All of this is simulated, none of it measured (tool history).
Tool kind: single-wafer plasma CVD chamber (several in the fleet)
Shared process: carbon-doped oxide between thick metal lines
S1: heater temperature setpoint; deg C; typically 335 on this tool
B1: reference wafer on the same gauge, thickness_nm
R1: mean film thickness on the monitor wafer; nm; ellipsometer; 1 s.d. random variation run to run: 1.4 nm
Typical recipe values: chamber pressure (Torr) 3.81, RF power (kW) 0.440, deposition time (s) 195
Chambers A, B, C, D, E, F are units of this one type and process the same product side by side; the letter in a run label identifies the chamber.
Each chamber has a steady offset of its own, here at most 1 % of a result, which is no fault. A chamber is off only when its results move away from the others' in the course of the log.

{"run": "1E", "hour": 4.8, "S1": 335, "chamber pressure (Torr)": 3.81, "RF power (kW)": 0.44, "deposition time (s)": 195, "B1": 859.11, "R1": 904.8}
{"run": "2D", "hour": 8.2, "S1": 335, "chamber pressure (Torr)": 3.81, "RF power (kW)": 0.44, "deposition time (s)": 195, "B1": 858.84, "R1": 904.06}
{"hour": 14.3, "done": "chamber F: RF generator calibrated"}
{"run": "3C", "hour": 14.5, "S1": 335, "chamber pressure (Torr)": 3.81, "RF power (kW)": 0.44, "deposition time (s)": 195, "B1": 858.56, "R1": 911.57}
{"run": "4B", "hour": 18.5, "S1": 335, "chamber pressure (Torr)": 3.81, "RF power (kW)": 0.44, "deposition time (s)": 195, "B1": 858.46, "R1": 903.26}
{"run": "5A", "hour": 23.6, "S1": 335, "chamber pressure (Torr)": 3.81, "RF power (kW)": 0.44, "deposition time (s)": 195, "B1": 858.19, "R1": 908.81}
{"run": "6F", "hour": 27.5, "S1": 335, "chamber pressure (Torr)": 3.81, "RF power (kW)": 0.44, "deposition time (s)": 195, "B1": 858.47, "R1": 908.25}
{"run": "7D", "hour": 32.4, "S1": 335, "chamber pressure (Torr)": 3.81, "RF power (kW)": 0.44, "deposition time (s)": 195, "B1": 858.02, "R1": 904.97}
{"run": "8E", "hour": 37.1, "S1": 335, "chamber pressure (Torr)": 3.81, "RF power (kW)": 0.44, "deposition time (s)": 195, "B1": 857.74, "R1": 904.83}
{"run": "9F", "hour": 43.8, "S1": 335, "chamber pressure (Torr)": 3.81, "RF power (kW)": 0.44, "deposition time (s)": 195, "B1": 857.54, "R1": 907.38}
{"hour": 43.9, "done": "chamber E: capacitance manometer re-zeroed and calibrated"}
{"run": "10A", "hour": 47.7, "S1": 335, "chamber pressure (Torr)": 3.81, "RF power (kW)": 0.44, "deposition time (s)": 195, "B1": 857.72, "R1": 907.74}
{"run": "11C", "hour": 52.0, "S1": 335, "chamber pressure (Torr)": 3.81, "RF power (kW)": 0.44, "deposition time (s)": 195, "B1": 857.72, "R1": 908.64}
{"run": "12B", "hour": 56.3, "S1": 335, "chamber pressure (Torr)": 3.81, "RF power (kW)": 0.485, "deposition time (s)": 195, "B1": 857.65, "R1": 965.54}
{"run": "13D", "hour": 60.5, "S1": 335, "chamber pressure (Torr)": 3.81, "RF power (kW)": 0.485, "deposition time (s)": 195, "B1": 857.56, "R1": 961.94}
{"run": "14B", "hour": 67.2, "S1": 335, "chamber pressure (Torr)": 3.81, "RF power (kW)": 0.485, "deposition time (s)": 195, "B1": 857.16, "R1": 961.65}
{"run": "15A", "hour": 71.0, "S1": 335, "chamber pressure (Torr)": 3.81, "RF power (kW)": 0.485, "deposition time (s)": 195, "B1": 857.33, "R1": 969.0}
{"run": "16E", "hour": 78.0, "S1": 335, "chamber pressure (Torr)": 3.81, "RF power (kW)": 0.485, "deposition time (s)": 195, "B1": 857.04, "R1": 960.89}
{"run": "17F", "hour": 83.3, "S1": 335, "chamber pressure (Torr)": 3.81, "RF power (kW)": 0.485, "deposition time (s)": 195, "B1": 856.88, "R1": 967.25}
{"run": "18C", "hour": 87.2, "S1": 335, "chamber pressure (Torr)": 3.81, "RF power (kW)": 0.44, "deposition time (s)": 195, "B1": 856.9, "R1": 905.04}
{"run": "19B", "hour": 94.4, "S1": 335, "chamber pressure (Torr)": 3.81, "RF power (kW)": 0.44, "deposition time (s)": 195, "B1": 856.38, "R1": 901.2}
{"run": "20A", "hour": 98.7, "S1": 335, "chamber pressure (Torr)": 3.81, "RF power (kW)": 0.44, "deposition time (s)": 209, "B1": 856.25, "R1": 972.53}
{"run": "21E", "hour": 106.2, "S1": 335, "chamber pressure (Torr)": 3.81, "RF power (kW)": 0.44, "deposition time (s)": 209, "B1": 856.19, "R1": 964.2}
{"run": "22C", "hour": 113.5, "S1": 335, "chamber pressure (Torr)": 3.81, "RF power (kW)": 0.44, "deposition time (s)": 209, "B1": 856.06, "R1": 973.09}
{"run": "23D", "hour": 118.3, "S1": 335, "chamber pressure (Torr)": 3.81, "RF power (kW)": 0.44, "deposition time (s)": 209, "B1": 855.74, "R1": 964.14}
{"run": "24F", "hour": 124.9, "S1": 335, "chamber pressure (Torr)": 3.81, "RF power (kW)": 0.44, "deposition time (s)": 209, "B1": 855.5, "R1": 969.02}
{"hour": 127.8, "done": "chamber D: RF generator calibrated"}
{"run": "25E", "hour": 130.1, "S1": 335, "chamber pressure (Torr)": 3.81, "RF power (kW)": 0.44, "deposition time (s)": 209, "B1": 855.54, "R1": 966.47}
{"run": "26C", "hour": 133.9, "S1": 335, "chamber pressure (Torr)": 3.81, "RF power (kW)": 0.44, "deposition time (s)": 195, "B1": 855.32, "R1": 905.67}
{"run": "27B", "hour": 140.2, "S1": 335, "chamber pressure (Torr)": 3.81, "RF power (kW)": 0.44, "deposition time (s)": 213, "B1": 855.16, "R1": 982.76}
{"run": "28D", "hour": 147.9, "S1": 335, "chamber pressure (Torr)": 3.81, "RF power (kW)": 0.44, "deposition time (s)": 213, "B1": 854.85, "R1": 983.46}
{"run": "29F", "hour": 152.0, "S1": 335, "chamber pressure (Torr)": 3.81, "RF power (kW)": 0.44, "deposition time (s)": 213, "B1": 854.87, "R1": 985.99}
{"hour": 153.5, "done": "chamber B: RF generator calibrated"}
{"run": "30A", "hour": 156.6, "S1": 335, "chamber pressure (Torr)": 3.81, "RF power (kW)": 0.44, "deposition time (s)": 213, "B1": 854.62, "R1": 990.38}
{"run": "31C", "hour": 161.0, "S1": 335, "chamber pressure (Torr)": 3.81, "RF power (kW)": 0.44, "deposition time (s)": 213, "B1": 854.62, "R1": 987.93}
{"run": "32F", "hour": 167.8, "S1": 335, "chamber pressure (Torr)": 3.81, "RF power (kW)": 0.44, "deposition time (s)": 213, "B1": 854.46, "R1": 984.89}
{"run": "33D", "hour": 172.9, "S1": 335, "chamber pressure (Torr)": 3.81, "RF power (kW)": 0.44, "deposition time (s)": 195, "B1": 853.97, "R1": 898.13}
{"run": "34B", "hour": 179.0, "S1": 335, "chamber pressure (Torr)": 3.81, "RF power (kW)": 0.44, "deposition time (s)": 195, "B1": 854.02, "R1": 900.72}
{"run": "35E", "hour": 182.4, "S1": 330, "chamber pressure (Torr)": 3.81, "RF power (kW)": 0.44, "deposition time (s)": 225, "B1": 854.23, "R1": 1053.8}
{"run": "36A", "hour": 189.9, "S1": 330, "chamber pressure (Torr)": 3.81, "RF power (kW)": 0.44, "deposition time (s)": 225, "B1": 854.04, "R1": 1060.2}
{"run": "37B", "hour": 193.4, "S1": 330, "chamber pressure (Torr)": 3.81, "RF power (kW)": 0.44, "deposition time (s)": 225, "B1": 853.51, "R1": 1053.1}
{"run": "38A", "hour": 199.4, "S1": 330, "chamber pressure (Torr)": 3.81, "RF power (kW)": 0.44, "deposition time (s)": 225, "B1": 853.5, "R1": 1057.1}

What goes on in this fleet: one chamber off, a drifting gauge, or nothing beyond the chambers' own small offsets? Name the chamber and the cause, if any.

No chamber is off; the gauge reading every chamber's wafers drifts, which makes the whole fleet appear to move together.
Cause: gauge reads low (%) = 0.648.

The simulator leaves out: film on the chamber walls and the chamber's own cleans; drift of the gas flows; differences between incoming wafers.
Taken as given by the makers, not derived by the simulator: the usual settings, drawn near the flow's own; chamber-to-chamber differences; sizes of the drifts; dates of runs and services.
